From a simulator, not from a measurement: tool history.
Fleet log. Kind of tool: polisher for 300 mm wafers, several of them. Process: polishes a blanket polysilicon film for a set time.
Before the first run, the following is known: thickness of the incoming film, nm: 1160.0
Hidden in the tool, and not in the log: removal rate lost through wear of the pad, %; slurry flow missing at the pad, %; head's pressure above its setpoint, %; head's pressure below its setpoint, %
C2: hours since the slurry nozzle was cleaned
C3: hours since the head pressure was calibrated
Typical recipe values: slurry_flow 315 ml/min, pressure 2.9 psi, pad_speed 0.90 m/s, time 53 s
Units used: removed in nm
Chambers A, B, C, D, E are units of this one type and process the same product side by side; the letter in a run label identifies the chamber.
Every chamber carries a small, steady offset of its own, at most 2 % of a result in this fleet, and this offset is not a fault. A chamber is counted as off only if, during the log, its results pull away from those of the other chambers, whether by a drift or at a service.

Run 1E, hour 14.7: usual settings; wafers polished on this pad 553; C2 150.8; C3 368.7. Result: removed 488.63 nm.
At hour 15.0: chamber C: worn pad replaced by a new one.
At hour 20.2: chamber D: worn pad replaced by a new one.
Run 2A, hour 24.7: usual settings; wafers polished on this pad 796; C2 363.7; C3 465.7. Result: removed 461.76 nm.
At hour 27.0: chamber A: worn pad replaced by a new one.
Run 3D, hour 31.6: usual settings; wafers polished on this pad 136; C2 212.4; C3 213.3. Result: removed 485.35 nm.
At hour 37.7: chamber E: worn pad replaced by a new one.
At hour 37.8: chamber C: slurry nozzle cleaned.
Run 4B, hour 43.2: usual settings; wafers polished on this pad 846; C2 548.1; C3 417.2. Result: removed 476.43 nm.
At hour 49.2: chamber B: worn pad replaced by a new one.
Run 5C, hour 51.2: usual settings; wafers polished on this pad 433; C2 13.4; C3 536.4. Result: removed 484.05 nm.
Run 6C, hour 60.5: usual settings; wafers polished on this pad 545; C2 22.7; C3 545.7. Result: removed 495.93 nm.
At hour 69.7: chamber B: slurry nozzle cleaned.
Run 7B, hour 70.1: usual settings but slurry_flow 395 ml/min, pad_speed 1.20 m/s; wafers polished on this pad 250; C2 0.4; C3 444.1. Result: removed 647.93 nm.
Run 8E, hour 78.8: usual settings but slurry_flow 395 ml/min, pad_speed 1.20 m/s; wafers polished on this pad 492; C2 214.9; C3 432.8. Result: removed 650.84 nm.
Run 9D, hour 89.1: usual settings but slurry_flow 395 ml/min, pad_speed 1.20 m/s; wafers polished on this pad 825; C2 269.9; C3 270.8. Result: removed 633.40 nm.
At hour 90.8: chamber C: worn pad replaced by a new one.
Run 10A, hour 99.5: usual settings but slurry_flow 395 ml/min, pad_speed 1.20 m/s; wafers polished on this pad 868; C2 438.5; C3 540.5. Result: removed 630.54 nm.
At hour 100.5: chamber A: worn pad replaced by a new one.
Run 11C, hour 106.5: usual settings but slurry_flow 395 ml/min, pad_speed 1.20 m/s; wafers polished on this pad 188; C2 68.7; C3 591.7. Result: removed 661.45 nm.
At hour 116.7: chamber E: worn pad replaced by a new one.
At hour 117.2: chamber D: worn pad replaced by a new one.
Run 12B, hour 117.8: usual settings but slurry_flow 360 ml/min; wafers polished on this pad 821; C2 48.1; C3 491.8. Result: removed 484.98 nm.
At hour 122.3: chamber B: worn pad replaced by a new one.
Run 13D, hour 131.0: usual settings but slurry_flow 360 ml/min; wafers polished on this pad 165; C2 311.8; C3 312.7. Result: removed 467.74 nm.
Run 14A, hour 138.7: usual settings but slurry_flow 360 ml/min; wafers polished on this pad 457; C2 477.7; C3 579.7. Result: removed 470.74 nm.
Run 15E, hour 153.4: usual settings but slurry_flow 360 ml/min; wafers polished on this pad 439; C2 289.5; C3 507.4. Result: removed 466.28 nm.
At hour 157.4: chamber C: worn pad replaced by a new one.
Run 16C, hour 165.5: usual settings but slurry_flow 360 ml/min; wafers polished on this pad 97; C2 127.7; C3 650.7. Result: removed 491.53 nm.
At hour 165.9: chamber A: worn pad replaced by a new one.
Run 17E, hour 172.1: usual settings; wafers polished on this pad 663; C2 308.2; C3 526.1. Result: removed 469.25 nm.
Run 18A, hour 182.6: usual settings; wafers polished on this pad 200; C2 521.6; C3 623.6. Result: removed 474.05 nm.
At hour 183.1: chamber B: worn pad replaced by a new one.
At hour 188.7: chamber D: head pressure recalibrated.
Run 19B, hour 193.6: usual settings; wafers polished on this pad 126; C2 123.9; C3 567.6. Result: removed 481.72 nm.
At hour 202.0: chamber D: worn pad replaced by a new one.
At hour 202.7: chamber E: worn pad replaced by a new one.
Run 20D, hour 204.5: usual settings but pressure 2.3 psi, pad_speed 0.78 m/s; wafers polished on this pad 30; C2 385.3; C3 15.8. Result: removed 326.84 nm.
At hour 216.1: chamber C: worn pad replaced by a new one.
Run 21E, hour 216.6: usual settings but pressure 2.3 psi, pad_speed 0.78 m/s; wafers polished on this pad 166; C2 352.7; C3 570.6. Result: removed 306.12 nm.
Run 22D, hour 230.7: usual settings but pressure 2.3 psi, pad_speed 0.78 m/s; wafers polished on this pad 343; C2 411.5; C3 42.0. Result: removed 324.41 nm.
Run 23B, hour 237.4: usual settings but pressure 2.3 psi, pad_speed 0.78 m/s; wafers polished on this pad 650; C2 167.7; C3 611.4. Result: removed 334.45 nm.
At hour 239.4: chamber A: worn pad replaced by a new one.
Run 24A, hour 245.7: usual settings but pressure 2.3 psi, pad_speed 0.78 m/s; wafers polished on this pad 75; C2 584.7; C3 686.7. Result: removed 317.25 nm.
At hour 252.3: chamber B: worn pad replaced by a new one.
Run 25C, hour 252.6: usual settings; wafers polished on this pad 437; C2 214.8; C3 737.8. Result: removed 487.40 nm.
Run 26B, hour 259.7: usual settings but pad_speed 0.58 m/s, time 40 s; wafers polished on this pad 89; C2 190.0; C3 633.7. Result: removed 226.08 nm.
Run 27D, hour 273.6: usual settings but pad_speed 0.58 m/s, time 40 s; wafers polished on this pad 857; C2 454.4; C3 84.9. Result: removed 227.79 nm.
At hour 280.4: chamber E: worn pad replaced by a new one.
At hour 284.8: chamber C: worn pad replaced by a new one.
Run 28C, hour 286.7: usual settings but pad_speed 0.58 m/s, time 40 s; wafers polished on this pad 23; C2 248.9; C3 771.9. Result: removed 246.25 nm.
At hour 296.6: chamber D: worn pad replaced by a new one.
Run 29E, hour 300.2: usual settings but pad_speed 0.58 m/s, time 40 s; wafers polished on this pad 237; C2 436.3; C3 654.2. Result: removed 219.94 nm.
At hour 305.1: chamber A: worn pad replaced by a new one.
Run 30A, hour 314.9: usual settings but pad_speed 0.58 m/s, time 40 s; wafers polished on this pad 118; C2 653.9; C3 755.9. Result: removed 224.77 nm.
Run 31C, hour 328.7: usual settings; wafers polished on this pad 526; C2 290.9; C3 813.9. Result: removed 493.49 nm.
Run 32D, hour 336.9: usual settings; wafers polished on this pad 482; C2 517.7; C3 148.2. Result: removed 475.39 nm.

What goes on in this fleet: one chamber off, a drifting gauge, or nothing beyond the chambers' own small offsets? Name the chamber and the cause, if any.

Little by little, chamber E moves away from the other chambers.
What lies behind it: head's pressure below its setpoint, % = 7.47.

Chamber E could run next with any of the 4 candidate recipes listed below; each alters the usual settings, and their results appear as question marks. Which one brings its results back in line with what the other chambers deliver on the usual settings?
To be in line, a result may differ from the other chambers' mean on the usual settings by at most: removed 23.00 nm
Run 33E-1, hour 347.7: usual settings but time 45 s. Result: removed ?.
Run 33E-2, hour 347.7: usual settings but slurry_flow 320 ml/min, pressure 3.4 psi. Result: removed ?.
Run 33E-3, hour 347.7: usual settings but pad_speed 0.96 m/s. Result: removed ?.
Run 33E-4, hour 347.7: usual settings but pressure 2.8 psi, pad_speed 0.86 m/s. Result: removed ?.

The other chambers' mean on the usual settings: removed 474.74 nm
  run  removed
33E-1   373.45
33E-2   517.55
33E-3   469.13
33E-4   405.60
It is 33E-3 that realigns the chamber with its peers.
